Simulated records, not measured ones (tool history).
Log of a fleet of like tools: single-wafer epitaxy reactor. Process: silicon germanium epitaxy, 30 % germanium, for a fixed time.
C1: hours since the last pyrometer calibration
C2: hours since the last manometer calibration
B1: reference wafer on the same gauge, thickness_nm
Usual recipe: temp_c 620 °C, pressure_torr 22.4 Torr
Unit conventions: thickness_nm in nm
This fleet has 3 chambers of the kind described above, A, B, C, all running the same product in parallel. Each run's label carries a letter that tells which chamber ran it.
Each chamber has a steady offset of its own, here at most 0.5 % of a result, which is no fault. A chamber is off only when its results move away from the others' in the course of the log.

{"run": "1C", "hour": 6.8, "temp_c": 620, "pressure_torr": 22.4, "C1": 368.9, "C2": 1488.3, "B1": 89.378, "thickness_nm": 88.24}
{"run": "2A", "hour": 11.1, "temp_c": 620, "pressure_torr": 22.4, "C1": 1971.7, "C2": 682.4, "B1": 89.401, "thickness_nm": 88.366}
{"run": "3B", "hour": 19.4, "temp_c": 620, "pressure_torr": 22.4, "C1": 2012.8, "C2": 1313.9, "B1": 89.347, "thickness_nm": 88.242}
{"run": "4A", "hour": 27.2, "temp_c": 620, "pressure_torr": 22.4, "C1": 1987.8, "C2": 698.5, "B1": 89.309, "thickness_nm": 88.351}
{"run": "5C", "hour": 35.1, "temp_c": 620, "pressure_torr": 22.4, "C1": 397.2, "C2": 1516.6, "B1": 89.308, "thickness_nm": 88.139}
{"run": "6B", "hour": 44.0, "temp_c": 620, "pressure_torr": 22.4, "C1": 2037.4, "C2": 1338.5, "B1": 89.279, "thickness_nm": 88.052}
{"run": "7B", "hour": 49.1, "temp_c": 620, "pressure_torr": 22.4, "C1": 2042.5, "C2": 1343.6, "B1": 89.279, "thickness_nm": 88.242}
{"run": "8C", "hour": 57.9, "temp_c": 620, "pressure_torr": 22.4, "C1": 420, "C2": 1539.4, "B1": 89.278, "thickness_nm": 87.623}
{"run": "9A", "hour": 65.8, "temp_c": 620, "pressure_torr": 22.4, "C1": 2026.4, "C2": 737.1, "B1": 89.248, "thickness_nm": 88.35}
{"run": "10A", "hour": 72.7, "temp_c": 620, "pressure_torr": 22.4, "C1": 2033.3, "C2": 744, "B1": 89.21, "thickness_nm": 88.078}
{"run": "11B", "hour": 80.1, "temp_c": 620, "pressure_torr": 22.4, "C1": 2073.5, "C2": 1374.6, "B1": 89.195, "thickness_nm": 87.849}
{"run": "12C", "hour": 89.6, "temp_c": 620, "pressure_torr": 22.4, "C1": 451.7, "C2": 1571.1, "B1": 89.193, "thickness_nm": 88.138}
{"run": "13C", "hour": 97.1, "temp_c": 620, "pressure_torr": 22.4, "C1": 459.2, "C2": 1578.6, "B1": 89.144, "thickness_nm": 88.138}
{"run": "14B", "hour": 106.3, "temp_c": 620, "pressure_torr": 22.4, "C1": 2099.7, "C2": 1400.8, "B1": 89.124, "thickness_nm": 87.904}
{"run": "15A", "hour": 113.9, "temp_c": 620, "pressure_torr": 22.4, "C1": 2074.5, "C2": 785.2, "B1": 89.147, "thickness_nm": 88.171}
{"run": "16C", "hour": 122.8, "temp_c": 620, "pressure_torr": 22.4, "C1": 484.9, "C2": 1604.3, "B1": 89.104, "thickness_nm": 87.842}
{"run": "17B", "hour": 128.4, "temp_c": 620, "pressure_torr": 26.6, "C1": 2121.8, "C2": 1422.9, "B1": 89.102, "thickness_nm": 94.314}
{"run": "18A", "hour": 134.1, "temp_c": 620, "pressure_torr": 26.6, "C1": 2094.7, "C2": 805.4, "B1": 89.08, "thickness_nm": 94.466}
{"run": "19C", "hour": 142.6, "temp_c": 620, "pressure_torr": 26.6, "C1": 504.7, "C2": 1624.1, "B1": 89.037, "thickness_nm": 94.284}
{"run": "20A", "hour": 150.2, "temp_c": 620, "pressure_torr": 22.4, "C1": 2110.8, "C2": 821.5, "B1": 89.039, "thickness_nm": 88.145}
{"run": "21B", "hour": 156.8, "temp_c": 620, "pressure_torr": 22.4, "C1": 2150.2, "C2": 1451.3, "B1": 89.014, "thickness_nm": 87.95}
{"run": "22C", "hour": 163.5, "temp_c": 620, "pressure_torr": 22.4, "C1": 525.6, "C2": 1645, "B1": 89.03, "thickness_nm": 87.69}
{"run": "23B", "hour": 172.7, "temp_c": 620, "pressure_torr": 22.4, "C1": 2166.1, "C2": 1467.2, "B1": 89, "thickness_nm": 87.774}
{"run": "24A", "hour": 180.2, "temp_c": 620, "pressure_torr": 22.4, "C1": 2140.8, "C2": 851.5, "B1": 88.95, "thickness_nm": 88.155}
{"run": "25A", "hour": 187.5, "temp_c": 627, "pressure_torr": 25.7, "C1": 2148.1, "C2": 858.8, "B1": 88.958, "thickness_nm": 104.72}
{"run": "26C", "hour": 192.4, "temp_c": 627, "pressure_torr": 25.7, "C1": 554.5, "C2": 1673.9, "B1": 88.945, "thickness_nm": 104.3}
{"run": "27B", "hour": 199.0, "temp_c": 627, "pressure_torr": 25.7, "C1": 2192.4, "C2": 1493.5, "B1": 88.932, "thickness_nm": 104.54}
{"run": "28A", "hour": 204.7, "temp_c": 620, "pressure_torr": 22.4, "C1": 2165.3, "C2": 876, "B1": 88.918, "thickness_nm": 88.016}

Predict what each chamber gives when all 3 of them run the settings below next.
{"run": "29A", "hour": 211.7, "temp_c": 620, "pressure_torr": 18.6, "thickness_nm": "?"}
{"run": "29B", "hour": 211.7, "temp_c": 620, "pressure_torr": 18.6, "thickness_nm": "?"}
{"run": "29C", "hour": 211.7, "temp_c": 620, "pressure_torr": 18.6, "thickness_nm": "?"}

run=29A thickness_nm=81.851
run=29B thickness_nm=81.142
run=29C thickness_nm=81.131

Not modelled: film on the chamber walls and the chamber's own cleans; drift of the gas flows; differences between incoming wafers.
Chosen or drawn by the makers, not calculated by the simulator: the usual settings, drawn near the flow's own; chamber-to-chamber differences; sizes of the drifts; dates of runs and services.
